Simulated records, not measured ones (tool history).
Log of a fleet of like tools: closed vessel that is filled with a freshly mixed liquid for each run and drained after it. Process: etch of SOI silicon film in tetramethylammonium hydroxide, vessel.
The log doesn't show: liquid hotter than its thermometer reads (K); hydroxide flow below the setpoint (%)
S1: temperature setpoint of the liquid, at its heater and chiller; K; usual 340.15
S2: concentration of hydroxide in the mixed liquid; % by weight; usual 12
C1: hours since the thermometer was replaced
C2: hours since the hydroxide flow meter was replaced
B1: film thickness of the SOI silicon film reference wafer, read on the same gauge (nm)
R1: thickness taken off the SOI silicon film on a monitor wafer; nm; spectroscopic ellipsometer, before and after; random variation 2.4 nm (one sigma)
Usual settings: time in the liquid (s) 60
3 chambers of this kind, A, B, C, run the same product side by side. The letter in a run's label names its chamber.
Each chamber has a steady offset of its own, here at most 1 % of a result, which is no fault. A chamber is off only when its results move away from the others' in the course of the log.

run 1B day=0.262 | S1=340.15 S2=12 time_in_the_liquid_(s)=60 | C1=1179.8 C2=494.6 | B1=119.98 | R1=340.59
run 2C day=0.625 | S1=340.15 S2=12 time_in_the_liquid_(s)=60 | C1=352.1 C2=115.2 | B1=120 | R1=334.77
run 3A day=1.012 | S1=340.15 S2=12 time_in_the_liquid_(s)=60 | C1=382.3 C2=767.7 | B1=119.98 | R1=338.78
run 4C day=1.496 | S1=340.15 S2=12 time_in_the_liquid_(s)=60 | C1=373 C2=136.1 | B1=120.01 | R1=340.67
run 5A day=1.746 | S1=340.15 S2=12 time_in_the_liquid_(s)=60 | C1=399.9 C2=785.3 | B1=120.01 | R1=336.04
run 6B day=1.988 | S1=340.15 S2=12 time_in_the_liquid_(s)=60 | C1=1221.2 C2=536 | B1=120.03 | R1=342.58
run 7C day=2.433 | S1=340.15 S2=12 time_in_the_liquid_(s)=60 | C1=395.5 C2=158.6 | B1=120 | R1=341.62
run 8A day=2.9 | S1=340.15 S2=12 time_in_the_liquid_(s)=60 | C1=427.6 C2=813 | B1=119.99 | R1=337.74
run 9B day=3.233 | S1=340.15 S2=12 time_in_the_liquid_(s)=60 | C1=1251.1 C2=565.9 | B1=120 | R1=337.24
run 10A day=3.55 | S1=340.15 S2=10 time_in_the_liquid_(s)=60 | C1=443.2 C2=828.6 | B1=120 | R1=359.99
run 11C day=3.871 | S1=340.15 S2=10 time_in_the_liquid_(s)=60 | C1=430 C2=193.1 | B1=120.02 | R1=365.97
run 12B day=4.204 | S1=340.15 S2=10 time_in_the_liquid_(s)=60 | C1=1274.4 C2=589.2 | B1=120 | R1=364.26
run 13A day=4.479 | S1=340.15 S2=12 time_in_the_liquid_(s)=60 | C1=465.5 C2=850.9 | B1=120 | R1=336.87
run 14B day=4.783 | S1=340.15 S2=12 time_in_the_liquid_(s)=60 | C1=1288.3 C2=603.1 | B1=119.99 | R1=339.08
run 15C day=5.021 | S1=340.15 S2=12 time_in_the_liquid_(s)=60 | C1=457.6 C2=220.7 | B1=120 | R1=349.02
run 16B day=5.3 | S1=333.15 S2=10.5 time_in_the_liquid_(s)=60 | C1=1300.7 C2=615.5 | B1=120 | R1=232.61
run 17A day=5.721 | S1=333.15 S2=10.5 time_in_the_liquid_(s)=60 | C1=495.3 C2=880.7 | B1=119.99 | R1=228.38
run 18C day=6.242 | S1=333.15 S2=10.5 time_in_the_liquid_(s)=60 | C1=486.9 C2=250 | B1=120.02 | R1=240.22
run 19A day=6.742 | S1=345.15 S2=13.5 time_in_the_liquid_(s)=60 | C1=519.8 C2=905.2 | B1=120.01 | R1=429.79
run 20C day=7.088 | S1=345.15 S2=13.5 time_in_the_liquid_(s)=60 | C1=507.2 C2=270.3 | B1=120.01 | R1=454.19
run 21B day=7.504 | S1=345.15 S2=13.5 time_in_the_liquid_(s)=60 | C1=1353.6 C2=668.4 | B1=120.01 | R1=437.31
run 22A day=7.875 | S1=340.15 S2=12 time_in_the_liquid_(s)=60 | C1=547 C2=932.4 | B1=119.99 | R1=336.46
run 23C day=8.171 | S1=340.15 S2=12 time_in_the_liquid_(s)=60 | C1=533.2 C2=296.3 | B1=120.01 | R1=359.57
run 24B day=8.492 | S1=340.15 S2=12 time_in_the_liquid_(s)=90 | C1=1377.3 C2=692.1 | B1=119.99 | R1=503.83
run 25C day=8.946 | S1=340.15 S2=12 time_in_the_liquid_(s)=90 | C1=551.8 C2=314.9 | B1=120.01 | R1=544.16
run 26B day=9.238 | S1=340.15 S2=12 time_in_the_liquid_(s)=90 | C1=1395.2 C2=710 | B1=119.98 | R1=504.58
run 27A day=9.496 | S1=340.15 S2=12 time_in_the_liquid_(s)=60 | C1=585.9 C2=971.3 | B1=120 | R1=333.25

What goes on in this fleet: one chamber off, a drifting gauge, or nothing beyond the chambers' own small offsets? Name the chamber and the cause, if any.

Chamber C drifts away from the others.
Cause: liquid hotter than its thermometer reads (K) = 1.37.

Here are 4 candidates for chamber C's next run, each the usual settings with a change, their results left as question marks. Which one brings its results back in line with what the others give on the usual settings?
In line means no further than this from the other chambers' mean on the usual settings: R1 8.3 nm
run 28C-1 day=9.888 | S1=340.15 S2=9.5 time_in_the_liquid_(s)=60 | R1=?
run 28C-2 day=9.888 | S1=340.15 S2=12 time_in_the_liquid_(s)=55 | R1=?
run 28C-3 day=9.888 | S1=340.15 S2=8 time_in_the_liquid_(s)=60 | R1=?
run 28C-4 day=9.888 | S1=340.15 S2=17 time_in_the_liquid_(s)=60 | R1=?

The other chambers' mean on the usual settings: R1 338.11 nm
run=28C-1 R1=399.3
run=28C-2 R1=335.76
run=28C-3 R1=424
run=28C-4 R1=315.26
28C-2 brings the chamber back in line.
